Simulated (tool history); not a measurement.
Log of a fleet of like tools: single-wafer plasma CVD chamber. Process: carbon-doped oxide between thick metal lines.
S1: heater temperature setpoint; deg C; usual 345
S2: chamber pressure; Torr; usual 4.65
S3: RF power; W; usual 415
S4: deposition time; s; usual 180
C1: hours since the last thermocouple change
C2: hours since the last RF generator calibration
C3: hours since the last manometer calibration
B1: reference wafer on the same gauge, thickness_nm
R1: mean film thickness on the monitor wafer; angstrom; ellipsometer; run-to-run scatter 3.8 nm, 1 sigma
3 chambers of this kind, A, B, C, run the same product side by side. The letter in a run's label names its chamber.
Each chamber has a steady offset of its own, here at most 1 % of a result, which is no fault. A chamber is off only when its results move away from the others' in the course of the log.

run 1B hour=10.6 | S1=345 S2=4.65 S3=415 S4=180 | C1=1359.4 C2=1016.2 C3=1836.4 | B1=710.76 | R1=7986.5
run 2C hour=15.8 | S1=345 S2=4.65 S3=415 S4=180 | C1=1221.9 C2=450.5 C3=1201.7 | B1=710.11 | R1=7966.5
run 3A hour=21.5 | S1=345 S2=4.65 S3=415 S4=180 | C1=1944.7 C2=558.8 C3=1347.9 | B1=709.6 | R1=7975.7
run 4B hour=33.4 | S1=345 S2=4.65 S3=415 S4=180 | C1=1382.2 C2=1039 C3=1859.2 | B1=709.82 | R1=8010.5
run 5A hour=41.1 | S1=345 S2=4.65 S3=415 S4=180 | C1=1964.3 C2=578.4 C3=1367.5 | B1=710.44 | R1=7948.7
run 6C hour=47.1 | S1=345 S2=4.65 S3=415 S4=180 | C1=1253.2 C2=481.8 C3=1233 | B1=709.42 | R1=7938.7
run 7B hour=53 | S1=345 S2=4.65 S3=415 S4=180 | C1=1401.8 C2=1058.6 C3=1878.8 | B1=710.49 | R1=7950.9
run 8A hour=58.8 | S1=345 S2=4.65 S3=415 S4=180 | C1=1982 C2=596.1 C3=1385.2 | B1=709.67 | R1=7972.2
run 9C hour=64.1 | S1=345 S2=4.65 S3=415 S4=180 | C1=1270.2 C2=498.8 C3=1250 | B1=709.71 | R1=7946.6
run 10B hour=75 | S1=345 S2=4.65 S3=415 S4=180 | C1=1423.8 C2=1080.6 C3=1900.8 | B1=709.34 | R1=7971.5
run 11A hour=85.4 | S1=345 S2=4.65 S3=415 S4=180 | C1=2008.6 C2=622.7 C3=1411.8 | B1=710.34 | R1=7964
run 12C hour=96.1 | S1=345 S2=4.65 S3=415 S4=180 | C1=1302.2 C2=530.8 C3=1282 | B1=709.52 | R1=7844.5
run 13B hour=101.4 | S1=345 S2=4.65 S3=415 S4=180 | C1=1450.2 C2=1107 C3=1927.2 | B1=710.04 | R1=8018.9
run 14C hour=108.9 | S1=345 S2=4.65 S3=415 S4=180 | C1=1315 C2=543.6 C3=1294.8 | B1=710.24 | R1=7831.2
run 15A hour=118.1 | S1=345 S2=4.65 S3=415 S4=180 | C1=2041.3 C2=655.4 C3=1444.5 | B1=710.07 | R1=8030.9
run 16C hour=129 | S1=345 S2=4.65 S3=415 S4=180 | C1=1335.1 C2=563.7 C3=1314.9 | B1=710.37 | R1=7744.5
run 17B hour=134.6 | S1=345 S2=4.65 S3=415 S4=180 | C1=1483.4 C2=1140.2 C3=1960.4 | B1=710.09 | R1=7983.1
run 18A hour=139.8 | S1=345 S2=4.65 S3=415 S4=180 | C1=2063 C2=677.1 C3=1466.2 | B1=709.73 | R1=8017.5
run 19A hour=148 | S1=345 S2=4.65 S3=415 S4=180 | C1=2071.2 C2=685.3 C3=1474.4 | B1=710.37 | R1=7990.3
run 20B hour=153.3 | S1=345 S2=4.65 S3=415 S4=180 | C1=1502.1 C2=1158.9 C3=1979.1 | B1=710.62 | R1=8022.5
run 21C hour=160.9 | S1=345 S2=4.65 S3=415 S4=180 | C1=1367 C2=595.6 C3=1346.8 | B1=709.09 | R1=7778.3
run 22C hour=171.7 | S1=345 S2=4.65 S3=415 S4=180 | C1=1377.8 C2=606.4 C3=1357.6 | B1=710.26 | R1=7627.3
run 23A hour=182.9 | S1=345 S2=4.65 S3=415 S4=180 | C1=2106.1 C2=720.2 C3=1509.3 | B1=708.86 | R1=8000.8
run 24B hour=192.6 | S1=345 S2=4.65 S3=415 S4=180 | C1=1541.4 C2=1198.2 C3=2018.4 | B1=709.84 | R1=8040.9

The same settings go to every chamber for the next run, one line per chamber below. Forecast the results for each:
run 25A hour=201.1 | S1=345 S2=4.65 S3=415 S4=203 | R1=?
run 25B hour=201.1 | S1=345 S2=4.65 S3=415 S4=203 | R1=?
run 25C hour=201.1 | S1=345 S2=4.65 S3=415 S4=203 | R1=?

run=25A R1=9035.3
run=25B R1=9057.1
run=25C R1=8547
